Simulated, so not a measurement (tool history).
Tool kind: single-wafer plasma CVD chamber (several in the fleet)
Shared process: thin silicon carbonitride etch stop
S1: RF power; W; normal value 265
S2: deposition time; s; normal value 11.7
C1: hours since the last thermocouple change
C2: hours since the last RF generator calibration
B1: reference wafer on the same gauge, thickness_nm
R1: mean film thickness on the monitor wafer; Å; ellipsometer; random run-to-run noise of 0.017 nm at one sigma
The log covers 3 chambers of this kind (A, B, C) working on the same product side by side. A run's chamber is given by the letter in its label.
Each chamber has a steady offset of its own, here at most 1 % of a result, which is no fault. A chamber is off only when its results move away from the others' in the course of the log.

Run 1B, hour 8.0: usual settings; C1 2059.5; C2 1001.9; B1 6.1695. Result: R1 73.009 Å.
Run 2C, hour 19.9: usual settings; C1 852.9; C2 409.6; B1 6.1720. Result: R1 72.097 Å.
Run 3A, hour 31.5: usual settings; C1 1653.4; C2 708.2; B1 6.1707. Result: R1 71.954 Å.
Run 4A, hour 44.2: usual settings; C1 1666.1; C2 720.9; B1 6.1710. Result: R1 71.857 Å.
Run 5C, hour 52.3: usual settings; C1 885.3; C2 442.0; B1 6.1696. Result: R1 71.942 Å.
Run 6B, hour 58.8: usual settings; C1 2110.3; C2 1052.7; B1 6.1677. Result: R1 72.612 Å.
Run 7A, hour 71.8: usual settings but S1 295 W, S2 13.9 s; C1 1693.7; C2 748.5; B1 6.1683. Result: R1 87.858 Å.
Run 8B, hour 79.2: usual settings but S1 295 W, S2 13.9 s; C1 2130.7; C2 1073.1; B1 6.1709. Result: R1 89.455 Å.
Run 9C, hour 92.8: usual settings but S1 295 W, S2 13.9 s; C1 925.8; C2 482.5; B1 6.1763. Result: R1 88.437 Å.
Run 10A, hour 100.6: usual settings; C1 1722.5; C2 777.3; B1 6.1706. Result: R1 71.796 Å.
Run 11B, hour 109.1: usual settings; C1 2160.6; C2 1103.0; B1 6.1710. Result: R1 72.886 Å.
Run 12C, hour 115.3: usual settings; C1 948.3; C2 505.0; B1 6.1702. Result: R1 72.058 Å.
Run 13C, hour 124.7: usual settings; C1 957.7; C2 514.4; B1 6.1698. Result: R1 71.901 Å.
Run 14B, hour 137.5: usual settings; C1 2189.0; C2 1131.4; B1 6.1684. Result: R1 72.683 Å.
At hour 141.1: chamber B: thermocouple changed; heater temperature recalibrated.
Run 15A, hour 144.8: usual settings; C1 1766.7; C2 821.5; B1 6.1677. Result: R1 71.637 Å.
At hour 150.3: chamber B: RF generator calibrated.
Run 16A, hour 156.4: usual settings; C1 1778.3; C2 833.1; B1 6.1705. Result: R1 71.489 Å.
Run 17C, hour 169.0: usual settings; C1 1002.0; C2 558.7; B1 6.1690. Result: R1 71.920 Å.
Run 18B, hour 175.6: usual settings; C1 34.6; C2 25.4; B1 6.1669. Result: R1 72.792 Å.
Run 19C, hour 184.6: usual settings; C1 1017.6; C2 574.3; B1 6.1675. Result: R1 71.939 Å.
Run 20B, hour 192.8: usual settings; C1 51.8; C2 42.6; B1 6.1704. Result: R1 72.596 Å.
Run 21A, hour 205.7: usual settings; C1 1827.6; C2 882.4; B1 6.1732. Result: R1 71.203 Å.
Run 22B, hour 213.0: usual settings; C1 72.0; C2 62.8; B1 6.1666. Result: R1 72.717 Å.
Run 23C, hour 226.4: usual settings; C1 1059.4; C2 616.1; B1 6.1714. Result: R1 72.333 Å.
At hour 228.3: chamber A: thermocouple changed; heater temperature recalibrated.
Run 24A, hour 237.9: usual settings; C1 9.6; C2 914.6; B1 6.1700. Result: R1 71.391 Å.
Run 25C, hour 251.3: usual settings but S1 230 W, S2 9.6 s; C1 1084.3; C2 641.0; B1 6.1712. Result: R1 56.730 Å.
Run 26B, hour 259.2: usual settings but S1 230 W, S2 9.6 s; C1 118.2; C2 109.0; B1 6.1660. Result: R1 57.342 Å.
Run 27A, hour 272.4: usual settings but S1 230 W, S2 9.6 s; C1 44.1; C2 949.1; B1 6.1716. Result: R1 56.118 Å.
Run 28C, hour 283.6: usual settings; C1 1116.6; C2 673.3; B1 6.1700. Result: R1 72.023 Å.
Run 29B, hour 290.0: usual settings; C1 149.0; C2 139.8; B1 6.1669. Result: R1 72.831 Å.
Run 30A, hour 296.3: usual settings; C1 68.0; C2 973.0; B1 6.1719. Result: R1 71.013 Å.
Run 31C, hour 309.8: usual settings but S2 13.9 s; C1 1142.8; C2 699.5; B1 6.1705. Result: R1 85.837 Å.
Run 32A, hour 322.5: usual settings but S2 13.9 s; C1 94.2; C2 999.2; B1 6.1702. Result: R1 84.223 Å.
Run 33B, hour 329.1: usual settings but S2 13.9 s; C1 188.1; C2 178.9; B1 6.1685. Result: R1 86.438 Å.
Run 34A, hour 336.8: usual settings; C1 108.5; C2 1013.5; B1 6.1700. Result: R1 70.620 Å.
Run 35B, hour 348.5: usual settings but S2 12.7 s; C1 207.5; C2 198.3; B1 6.1680. Result: R1 78.832 Å.
Run 36C, hour 358.5: usual settings but S2 12.7 s; C1 1191.5; C2 748.2; B1 6.1699. Result: R1 78.426 Å.
Run 37A, hour 364.7: usual settings but S2 12.7 s; C1 136.4; C2 1041.4; B1 6.1677. Result: R1 76.355 Å.
Run 38B, hour 371.9: usual settings but S1 225 W; C1 230.9; C2 221.7; B1 6.1700. Result: R1 68.989 Å.
Run 39C, hour 380.5: usual settings but S1 225 W; C1 1213.5; C2 770.2; B1 6.1702. Result: R1 68.699 Å.
Run 40C, hour 389.6: usual settings but S1 225 W; C1 1222.6; C2 779.3; B1 6.1713. Result: R1 68.644 Å.
Run 41B, hour 400.5: usual settings; C1 259.5; C2 250.3; B1 6.1685. Result: R1 72.736 Å.
Run 42A, hour 408.9: usual settings but S1 315 W; C1 180.6; C2 1085.6; B1 6.1686. Result: R1 73.892 Å.

Which is it: a chamber that has drifted or been left off by a service, a gauge drift common to all chambers, or only each chamber's usual small offset? If a chamber is off, name it and its likeliest cause.

Chamber A drifts away from the others.
What lies behind it: delivered RF power below the setpoint (%) = 8.01.

Which of the 4 candidates below, each the usual settings with something changed and its results left as question marks, puts chamber A back in line with what the other chambers give on the usual settings?
Allowed miss from the other chambers' usual-settings mean, per result, to count as in line: R1 0.590 Å
Run 43A-1, hour 418.7: usual settings but S1 325 W. Result: R1 ?.
Run 43A-2, hour 418.7: usual settings but S1 215 W. Result: R1 ?.
Run 43A-3, hour 418.7: usual settings but S1 295 W. Result: R1 ?.
Run 43A-4, hour 418.7: usual settings but S1 235 W. Result: R1 ?.

The other chambers' mean on the usual settings: R1 72.441 Å
  run      R1
43A-1  74.626
43A-2  66.121
43A-3  72.532
43A-4  67.859
Change 43A-3 lands the chamber within the allowed miss of the other chambers.

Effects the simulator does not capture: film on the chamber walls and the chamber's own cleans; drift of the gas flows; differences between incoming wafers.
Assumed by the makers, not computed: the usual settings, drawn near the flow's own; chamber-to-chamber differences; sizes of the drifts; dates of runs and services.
